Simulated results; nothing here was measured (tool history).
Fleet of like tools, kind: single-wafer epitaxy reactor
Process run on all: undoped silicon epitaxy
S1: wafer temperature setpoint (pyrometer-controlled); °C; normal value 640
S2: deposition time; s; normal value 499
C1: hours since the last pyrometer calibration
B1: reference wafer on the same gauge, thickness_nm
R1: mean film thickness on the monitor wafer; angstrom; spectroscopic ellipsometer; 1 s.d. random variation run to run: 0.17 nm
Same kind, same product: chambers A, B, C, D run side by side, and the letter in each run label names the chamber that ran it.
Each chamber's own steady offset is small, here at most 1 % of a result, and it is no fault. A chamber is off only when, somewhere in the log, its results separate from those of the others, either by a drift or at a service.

run	hour	S1	S2	C1	B1	R1
1D	12.7	640	499	295	77.889	675.87
2B	28.2	640	499	1192.8	77.94	678.2
3A	40.2	640	499	145.9	77.896	670.04
4C	49	640	499	1721.8	77.929	670.07
5C	57.3	640	499	1730.1	77.86	669.69
6A	68.8	640	499	174.5	77.887	671.03
7D	80.5	640	499	362.8	77.898	673.7
8B	93.8	640	499	1258.4	77.859	675.11
9B	100.7	640	499	1265.3	77.936	677.71
10C	116.1	640	499	1788.9	77.882	675.78
11D	130.4	651	499	412.7	77.845	861.81
12A	138.7	651	499	244.4	77.9	848.64
13A	153.4	651	499	259.1	77.912	851.56
14B	165	651	499	1329.6	77.894	860.06
15D	173.4	640	499	455.7	77.877	673.37
16C	186.9	640	499	1859.7	77.936	679.54
17A	197.1	640	499	302.8	77.902	667.87
18D	204.7	640	499	487	77.937	671.21
19B	211.9	640	499	1376.5	77.947	677.2
20C	220.6	651	499	1893.4	77.857	876.18
# hour 227.2: chamber B: pyrometer calibrated
21A	231.9	651	499	337.6	77.93	854.83
22D	244.6	651	499	526.9	77.861	863.78
23B	259.8	651	499	32.7	77.929	860.83
24C	271.6	640	499	1944.4	77.925	686.8
25D	279	640	499	561.3	77.913	673.09
26B	290.3	640	499	63.2	77.85	678.4
27C	303.9	640	404	1976.7	77.888	558.75
28A	312	640	404	417.7	77.926	541.09
29C	327.5	640	404	2000.3	77.912	559.57
30A	341.9	640	404	447.6	77.868	543.74
31B	350.2	647	499	123.1	77.912	787.14
32D	361.7	647	499	644	77.849	792.91
33D	369.1	647	499	651.4	77.909	788.74
34C	384.1	647	499	2056.9	77.855	812.65
35B	396.6	640	499	169.5	77.863	677.76
36A	409.6	640	499	515.3	77.944	670.88
37A	424.8	640	499	530.5	77.903	669.07

Predict what each chamber gives when all 4 of them run the settings below next.
38A	436.3	640	499			?
38B	436.3	640	499			?
38C	436.3	640	499			?
38D	436.3	640	499			?

run	R1
38A	669.49
38B	678.4
38C	701.29
38D	674.49
